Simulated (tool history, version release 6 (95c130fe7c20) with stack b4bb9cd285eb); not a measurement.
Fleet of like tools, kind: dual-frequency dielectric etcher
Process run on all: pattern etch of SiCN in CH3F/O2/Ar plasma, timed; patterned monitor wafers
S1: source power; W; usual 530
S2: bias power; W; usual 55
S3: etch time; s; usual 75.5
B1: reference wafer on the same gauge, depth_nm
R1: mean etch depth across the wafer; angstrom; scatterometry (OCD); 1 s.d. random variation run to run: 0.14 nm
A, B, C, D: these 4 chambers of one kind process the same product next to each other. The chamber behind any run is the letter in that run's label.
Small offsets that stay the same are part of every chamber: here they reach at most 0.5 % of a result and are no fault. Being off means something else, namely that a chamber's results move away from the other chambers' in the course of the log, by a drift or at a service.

run	hour	S1	S2	S3	B1	R1
# hour 1.9: chamber C: bias power generator calibrated
1C	8.1	530	55	75.5	28.401	286.57
2D	21.1	530	55	75.5	28.405	288.37
3B	32.9	530	55	75.5	28.39	287.41
4A	41.4	530	55	75.5	28.378	287.9
# hour 42.1: chamber A: source power generator calibrated
5B	52	530	55	75.5	28.407	288.81
# hour 53.4: chamber A: wet clean of the chamber
6A	59.3	530	55	75.5	28.395	286.87
7D	72.8	530	55	75.5	28.384	290.33
8C	80.8	530	55	75.5	28.405	287.14
9A	92.3	530	55	75.5	28.413	288.84
10D	99	530	66	75.5	28.381	306.01
11B	108	530	66	75.5	28.401	305.24
# hour 119.7: chamber B: wet clean of the chamber
12C	120.1	530	66	75.5	28.423	308.2
13B	130.3	530	66	75.5	28.385	303.92
14D	136.7	530	55	75.5	28.369	285.94
15A	143.9	530	55	75.5	28.399	289.08
16C	157.1	530	55	75.5	28.399	288.75
17D	171.5	530	55	75.5	28.421	287.99
18C	179.3	530	55	75.5	28.438	288.17
19A	193.6	530	55	75.5	28.392	287.35
20B	200	530	55	75.5	28.397	287.62
21C	207.7	530	55	75.5	28.379	285.73
22B	222	530	55	75.5	28.368	287
23A	235.5	530	55	75.5	28.406	286.08
24D	243.3	530	55	75.5	28.397	285.76
25D	254.2	530	55	75.5	28.371	283.75
26B	264.4	530	68	82.5	28.4	337.41
27A	275.6	530	68	82.5	28.371	336.99
28C	285.3	530	68	82.5	28.431	336.95
29B	294.8	530	68	82.5	28.387	337.64
30A	303.1	400	55	65	28.345	224.32
# hour 308.9: chamber C: source power generator calibrated
# hour 314.1: chamber C: wet clean of the chamber
31D	316.6	400	55	65	28.405	218.16
32C	329.3	400	55	65	28.414	222.89
33C	337.4	400	55	65	28.381	222.3

Each of the 4 chambers runs these same settings next. Fill in every chamber's results:
34A	347.9	450	55	75.5		?
34B	347.9	450	55	75.5		?
34C	347.9	450	55	75.5		?
34D	347.9	450	55	75.5		?

run	R1
34A	270.28
34B	268.58
34C	271.18
34D	261.49

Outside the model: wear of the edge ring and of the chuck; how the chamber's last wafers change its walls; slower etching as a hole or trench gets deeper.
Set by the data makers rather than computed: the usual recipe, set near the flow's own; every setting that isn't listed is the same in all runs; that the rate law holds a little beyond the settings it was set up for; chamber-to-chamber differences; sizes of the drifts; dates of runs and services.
